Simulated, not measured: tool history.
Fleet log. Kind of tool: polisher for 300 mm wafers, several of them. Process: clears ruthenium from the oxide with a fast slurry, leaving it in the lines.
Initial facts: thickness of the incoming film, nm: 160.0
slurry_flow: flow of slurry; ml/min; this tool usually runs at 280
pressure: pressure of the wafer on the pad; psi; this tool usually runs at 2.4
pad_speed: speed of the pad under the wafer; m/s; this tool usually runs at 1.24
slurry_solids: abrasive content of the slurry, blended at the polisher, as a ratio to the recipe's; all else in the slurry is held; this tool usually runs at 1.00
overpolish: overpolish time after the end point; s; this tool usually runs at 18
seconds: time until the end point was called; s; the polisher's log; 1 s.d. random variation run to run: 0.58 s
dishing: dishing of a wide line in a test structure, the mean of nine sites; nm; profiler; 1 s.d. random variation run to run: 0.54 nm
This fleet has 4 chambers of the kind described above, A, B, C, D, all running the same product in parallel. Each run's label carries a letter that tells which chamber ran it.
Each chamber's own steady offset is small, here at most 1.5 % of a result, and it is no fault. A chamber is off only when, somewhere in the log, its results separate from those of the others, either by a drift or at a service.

run	hour	slurry_flow	pressure	pad_speed	slurry_solids	overpolish	wafers polished on this pad	hours since the slurry nozzle was cleaned	hours since the head pressure was calibrated	hours since the slurry blender was calibrated	seconds	dishing
1D	3.1	280	2.4	1.24	1.00	18	732	601.3	1140.1	126.9	30.154	29.915
# hour 7.4: chamber D: slurry blender recalibrated
# hour 8.4: chamber B: worn pad replaced by a new one
2C	9.5	280	2.4	1.24	1.00	18	293	207.0	118.4	326.7	31.093	31.169
# hour 12.8: chamber D: worn pad replaced by a new one
3A	13.6	280	2.4	1.24	1.00	18	648	247.5	207.8	214.9	30.112	30.749
4B	17.0	280	2.4	1.24	1.00	18	89	423.9	496.8	293.9	30.573	31.558
5A	23.5	280	2.4	1.24	1.00	18	751	257.4	217.7	224.8	29.505	29.815
6D	27.2	280	2.4	1.24	1.00	18	149	625.4	1164.2	19.8	30.039	30.063
7C	32.5	280	2.4	1.24	1.10	18	531	230.0	141.4	349.7	29.702	30.852
8B	35.7	280	2.4	1.24	1.10	18	283	442.6	515.5	312.6	28.750	32.168
9B	41.1	280	2.4	1.24	1.10	18	339	448.0	520.9	318.0	27.863	31.031
# hour 42.8: chamber B: slurry blender recalibrated
10C	46.4	280	2.4	1.24	1.10	18	676	243.9	155.3	363.6	29.590	31.486
11D	49.4	280	2.4	1.24	1.00	18	379	647.6	1186.4	42.0	30.733	31.044
12A	53.3	280	2.4	1.24	1.00	18	1060	287.2	247.5	254.6	29.255	30.711
# hour 54.6: chamber A: worn pad replaced by a new one
13C	57.2	280	2.4	1.24	1.00	18	788	254.7	166.1	374.4	30.638	30.960
14B	63.3	280	2.4	1.24	1.00	27	569	470.2	543.1	20.6	29.734	33.896
15D	66.7	280	2.4	1.24	1.00	27	559	664.9	1203.7	59.3	30.185	32.897
# hour 68.5: chamber D: head pressure recalibrated
16A	71.7	280	2.4	1.24	1.00	27	178	305.6	265.9	273.0	29.669	33.997
17D	75.5	280	2.4	1.24	1.00	27	650	673.7	7.1	68.1	33.857	32.395
18C	79.4	280	2.4	1.24	1.00	18	1018	276.9	188.3	396.6	30.420	31.040
# hour 82.0: chamber B: worn pad replaced by a new one
# hour 85.1: chamber C: worn pad replaced by a new one
19A	85.3	280	2.4	1.24	1.00	18	319	319.2	279.5	286.6	29.599	30.788
20B	90.0	280	2.4	1.24	1.00	18	83	496.9	569.8	47.3	29.070	31.043
# hour 92.1: chamber B: slurry nozzle cleaned
# hour 94.5: chamber D: worn pad replaced by a new one
21A	96.3	280	2.4	1.24	1.00	18	433	330.2	290.5	297.6	29.829	30.751
22C	103.2	280	2.4	1.24	1.00	18	188	300.7	212.1	420.4	30.948	31.989
23D	107.6	280	2.4	1.24	1.00	18	136	705.8	39.2	100.2	34.869	30.190
24B	111.8	280	2.4	1.24	1.00	18	310	19.7	591.6	69.1	30.105	30.994
25A	115.2	280	2.4	1.24	1.00	18	629	349.1	309.4	316.5	29.350	31.502
26D	121.1	280	2.4	1.24	1.30	18	276	719.3	52.7	113.7	30.591	31.466
27B	125.7	280	2.4	1.24	1.30	18	454	33.6	605.5	83.0	26.386	31.551
# hour 132.3: chamber D: slurry blender recalibrated
28C	132.3	280	2.4	1.24	1.30	18	490	329.8	241.2	449.5	26.726	32.214
29A	136.3	280	2.4	1.24	1.30	18	848	370.2	330.5	337.6	26.216	31.394
30B	140.6	280	2.4	1.24	1.00	18	608	48.5	620.4	97.9	29.783	30.125
31D	144.1	280	2.4	1.24	1.00	18	514	742.3	75.7	11.9	33.913	30.816
32C	148.5	280	2.4	1.24	1.00	18	658	346.0	257.4	465.7	30.897	30.455
33C	152.0	370	1.9	1.24	1.00	18	694	349.5	260.9	469.2	38.379	30.414

The same settings go to every chamber for the next run, one line per chamber below. Forecast the results for each:
34A	157.0	280	2.4	1.24	0.75	18					?	?
34B	157.0	280	2.4	1.24	0.75	18					?	?
34C	157.0	280	2.4	1.24	0.75	18					?	?
34D	157.0	280	2.4	1.24	0.75	18					?	?

run	seconds	dishing
34A	34.022	29.067
34B	35.647	29.597
34C	35.323	30.475
34D	40.358	29.067

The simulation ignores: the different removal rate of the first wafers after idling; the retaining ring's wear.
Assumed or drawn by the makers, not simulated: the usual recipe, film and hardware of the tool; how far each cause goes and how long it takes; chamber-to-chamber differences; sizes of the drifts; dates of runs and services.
